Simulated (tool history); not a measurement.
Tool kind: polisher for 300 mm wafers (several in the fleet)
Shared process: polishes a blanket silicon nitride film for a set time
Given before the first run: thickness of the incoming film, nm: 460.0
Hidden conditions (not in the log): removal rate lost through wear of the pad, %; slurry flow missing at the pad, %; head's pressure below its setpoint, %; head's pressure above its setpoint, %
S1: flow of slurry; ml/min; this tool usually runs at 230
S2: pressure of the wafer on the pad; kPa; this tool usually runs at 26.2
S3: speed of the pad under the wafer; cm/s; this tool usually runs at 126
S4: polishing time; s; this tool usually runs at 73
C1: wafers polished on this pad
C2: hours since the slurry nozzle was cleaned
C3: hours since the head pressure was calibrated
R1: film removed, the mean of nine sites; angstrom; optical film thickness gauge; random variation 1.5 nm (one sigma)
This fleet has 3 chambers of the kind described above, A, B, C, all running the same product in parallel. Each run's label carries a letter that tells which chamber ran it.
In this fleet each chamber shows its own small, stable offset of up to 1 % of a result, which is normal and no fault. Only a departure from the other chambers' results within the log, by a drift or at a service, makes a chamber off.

At day 0.175: chamber B: head pressure recalibrated.
Run 1A, day 0.317: usual settings; C1 432; C2 96.6; C3 674.1. Result: R1 1552.4 angstrom.
At day 0.392: chamber B: worn pad replaced by a new one.
Run 2C, day 0.562: usual settings; C1 347; C2 165.1; C3 986.3. Result: R1 1547.3 angstrom.
Run 3B, day 0.808: usual settings; C1 96; C2 290.1; C3 15.3. Result: R1 1529.9 angstrom.
At day 1.008: chamber A: worn pad replaced by a new one.
Run 4A, day 1.046: usual settings; C1 8; C2 114.1; C3 691.6. Result: R1 1520.3 angstrom.
Run 5C, day 1.496: usual settings; C1 561; C2 187.5; C3 1008.7. Result: R1 1548.2 angstrom.
At day 1.746: chamber B: slurry nozzle cleaned.
Run 6B, day 1.938: usual settings; C1 355; C2 4.7; C3 42.4. Result: R1 1550.3 angstrom.
Run 7B, day 2.221: usual settings but S4 63 s; C1 420; C2 11.5; C3 49.2. Result: R1 1311.5 angstrom.
Run 8A, day 2.683: usual settings but S4 63 s; C1 384; C2 153.4; C3 730.9. Result: R1 1341.7 angstrom.
At day 2.721: chamber B: worn pad replaced by a new one.
Run 9C, day 2.938: usual settings but S4 63 s; C1 892; C2 222.1; C3 1043.3. Result: R1 1319.7 angstrom.
Run 10C, day 3.233: usual settings; C1 960; C2 229.2; C3 1050.4. Result: R1 1534.6 angstrom.
Run 11B, day 3.675: usual settings; C1 219; C2 46.4; C3 84.1. Result: R1 1553.4 angstrom.
Run 12A, day 4.067: usual settings; C1 701; C2 186.6; C3 764.1. Result: R1 1571.5 angstrom.
At day 4.246: chamber A: worn pad replaced by a new one.
Run 13B, day 4.55: usual settings; C1 420; C2 67.4; C3 105.1. Result: R1 1520 angstrom.
Run 14C, day 4.917: usual settings; C1 1346; C2 269.6; C3 1090.8. Result: R1 1542.5 angstrom.
At day 5.221: chamber B: worn pad replaced by a new one.
Run 15A, day 5.242: usual settings but S1 185 ml/min; C1 228; C2 214.8; C3 792.3. Result: R1 1493.8 angstrom.
At day 5.342: chamber C: worn pad replaced by a new one.
Run 16B, day 5.679: usual settings but S1 185 ml/min; C1 105; C2 94.5; C3 132.2. Result: R1 1477.4 angstrom.
Run 17A, day 6.179: usual settings but S1 185 ml/min; C1 443; C2 237.3; C3 814.8. Result: R1 1461.1 angstrom.
Run 18C, day 6.592: usual settings; C1 287; C2 309.8; C3 1131. Result: R1 1507.6 angstrom.
At day 6.921: chamber A: worn pad replaced by a new one.
Run 19A, day 6.979: usual settings; C1 13; C2 256.5; C3 834. Result: R1 1506.3 angstrom.
Run 20B, day 7.45: usual settings; C1 511; C2 137; C3 174.7. Result: R1 1539 angstrom.
At day 7.483: chamber B: worn pad replaced by a new one.
Run 21C, day 7.942: usual settings but S2 17.9 kPa; C1 597; C2 342.2; C3 1163.4. Result: R1 1033.6 angstrom.
Run 22B, day 8.325: usual settings but S2 17.9 kPa; C1 193; C2 158; C3 195.7. Result: R1 1040.3 angstrom.
Run 23C, day 8.788: usual settings but S2 17.9 kPa; C1 791; C2 362.5; C3 1183.7. Result: R1 1048.7 angstrom.
Run 24A, day 9.012: usual settings but S3 106 cm/s, S4 98 s; C1 480; C2 305.3; C3 882.8. Result: R1 1700.8 angstrom.
Run 25A, day 9.358: usual settings but S3 106 cm/s, S4 98 s; C1 559; C2 313.6; C3 891.1. Result: R1 1722.5 angstrom.
Run 26B, day 9.812: usual settings but S3 106 cm/s, S4 98 s; C1 534; C2 193.7; C3 231.4. Result: R1 1797.6 angstrom.
At day 9.817: chamber A: worn pad replaced by a new one.
Run 27C, day 10.117: usual settings; C1 1096; C2 394.4; C3 1215.6. Result: R1 1554.5 angstrom.
At day 10.5: chamber B: worn pad replaced by a new one.
Run 28A, day 10.508: usual settings; C1 158; C2 341.2; C3 918.7. Result: R1 1442.5 angstrom.
Run 29C, day 10.746: usual settings; C1 1240; C2 409.5; C3 1230.7. Result: R1 1535.9 angstrom.
Run 30B, day 11.217: usual settings; C1 164; C2 227.4; C3 265.1. Result: R1 1533.7 angstrom.
Run 31B, day 11.525: usual settings; C1 235; C2 234.8; C3 272.5. Result: R1 1537.4 angstrom.
Run 32A, day 11.767: usual settings; C1 447; C2 371.4; C3 948.9. Result: R1 1430.8 angstrom.
At day 12.217: chamber C: worn pad replaced by a new one.
Run 33C, day 12.254: usual settings; C1 8; C2 445.7; C3 1266.9. Result: R1 1555.1 angstrom.
Run 34C, day 12.525: usual settings; C1 70; C2 452.2; C3 1273.4. Result: R1 1555.7 angstrom.

Is one chamber out of step, is the gauge drifting, or do the chambers differ by no more than their own small offsets? For an off chamber, give its letter and the likeliest cause.

Little by little, chamber A moves away from the other chambers.
What lies behind it: head's pressure below its setpoint, % = 8.44.
The log may not separate it from: slurry flow missing at the pad, %.

Which of the 4 candidates below, each the usual settings with something changed and its results left as question marks, puts chamber A back in line with what the other chambers give on the usual settings?
A result is in line if it is within this distance of the other chambers' mean on the usual settings: R1 52 angstrom
Run 35A-1, day 12.888: usual settings but S3 118 cm/s, S4 66 s. Result: R1 ?.
Run 35A-2, day 12.888: usual settings but S3 140 cm/s. Result: R1 ?.
Run 35A-3, day 12.888: usual settings but S2 27.6 kPa, S3 132 cm/s, S4 77 s. Result: R1 ?.
Run 35A-4, day 12.888: usual settings but S2 24.1 kPa. Result: R1 ?.

Other chambers, usual settings, mean: R1 1535.3 angstrom
  run      R1
35A-1  1210.5
35A-2  1536.9
35A-3  1626.2
35A-4  1301.8
35A-2 is the one that brings the chamber's results back in line with the other chambers.
